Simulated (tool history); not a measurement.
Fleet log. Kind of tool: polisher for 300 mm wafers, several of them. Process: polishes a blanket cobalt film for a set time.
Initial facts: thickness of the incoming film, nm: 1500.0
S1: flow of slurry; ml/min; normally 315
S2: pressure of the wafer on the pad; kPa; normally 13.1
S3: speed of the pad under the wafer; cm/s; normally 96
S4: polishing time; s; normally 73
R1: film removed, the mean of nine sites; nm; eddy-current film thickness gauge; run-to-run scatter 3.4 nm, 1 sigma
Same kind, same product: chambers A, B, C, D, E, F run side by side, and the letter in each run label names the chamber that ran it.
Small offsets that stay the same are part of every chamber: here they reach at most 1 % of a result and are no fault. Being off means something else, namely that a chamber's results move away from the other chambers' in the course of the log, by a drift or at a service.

run   hour   S1    S2   S3  S4      R1
 1C    4.5  315  13.1   96  73  340.07
 2A    9.9  315  13.1   96  73  336.22
      12.3  -- chamber F: worn pad replaced by a new one
 3F   15.4  315  13.1   96  73     340
 4D   18.4  315  13.1   96  73  350.64
 5E   23.2  315  13.1   96  73  344.13
 6B   26.9  315  13.1   96  73  338.83
 7F     32  315    11  108  73  322.73
      32.1  -- chamber E: worn pad replaced by a new one
 8D   37.7  315    11  108  73  322.04
      39.5  -- chamber B: worn pad replaced by a new one
      39.5  -- chamber B: slurry nozzle cleaned
 9C   41.3  315    11  108  73  314.44
      43.5  -- chamber C: worn pad replaced by a new one
10A   44.6  315    11  108  73  317.67
11B   47.9  315    11  108  73  332.02
12E     51  315    11  108  73  322.16
13A   54.9  315  13.1   96  73  332.19
      59.3  -- chamber D: worn pad replaced by a new one
14D   59.9  315  13.1   96  73  342.87
15B   63.9  315  13.1   96  73  341.02
16E   68.2  240  13.1  116  73  398.48
17F   71.4  240  13.1  116  73  398.75
18C   74.6  240  13.1  116  73  395.05
19D   78.2  240  13.1  116  73  411.39
20C     81  240  13.1  116  73  399.35
      84.7  -- chamber A: worn pad replaced by a new one
      85.3  -- chamber F: worn pad replaced by a new one
21F   85.9  240  13.1  116  73  404.41
22A   90.8  315  13.1   96  73  343.85
      93.2  -- chamber B: worn pad replaced by a new one
23E   95.9  315  13.1   96  73  338.13
24B  100.9  315  13.1   96  73  342.46
25A  105.3  315  13.1   96  73   334.2
26D  109.6  315  13.1   96  73  348.56
     112.3  -- chamber E: worn pad replaced by a new one
27B  113.3  315  13.1   96  73  342.24
28C  117.7  315  13.1   96  73  336.92
29F  120.8  315  13.1   96  73  333.62
     122.5  -- chamber C: slurry nozzle cleaned
30E  124.7  315  13.1   96  73  341.69
31F  129.3  315  13.1   96  73  334.95
32A  131.9  315  13.1   70  73  248.01
33B  134.6  315  13.1   70  73  249.32
     134.9  -- chamber F: slurry nozzle cleaned
34E  137.6  315  13.1   70  73  251.35
35D    142  315  13.1   70  73  248.89
     144.9  -- chamber B: worn pad replaced by a new one
36C  146.6  315  13.1   70  73  244.87
37B  149.5  315  13.1   70  73  249.56
38F  152.6  315  13.1  122  73  439.66
39A  157.2  315  13.1  122  73  429.47
40E  160.9  315  13.1  122  73  434.84
41D  163.4  315  13.1  122  73  434.01

Is one chamber out of step, is the gauge drifting, or do the chambers differ by no more than their own small offsets? For an off chamber, give its letter and the likeliest cause.

No chamber is off and the gauge is stable; the differences are just each chamber's small, constant offset.

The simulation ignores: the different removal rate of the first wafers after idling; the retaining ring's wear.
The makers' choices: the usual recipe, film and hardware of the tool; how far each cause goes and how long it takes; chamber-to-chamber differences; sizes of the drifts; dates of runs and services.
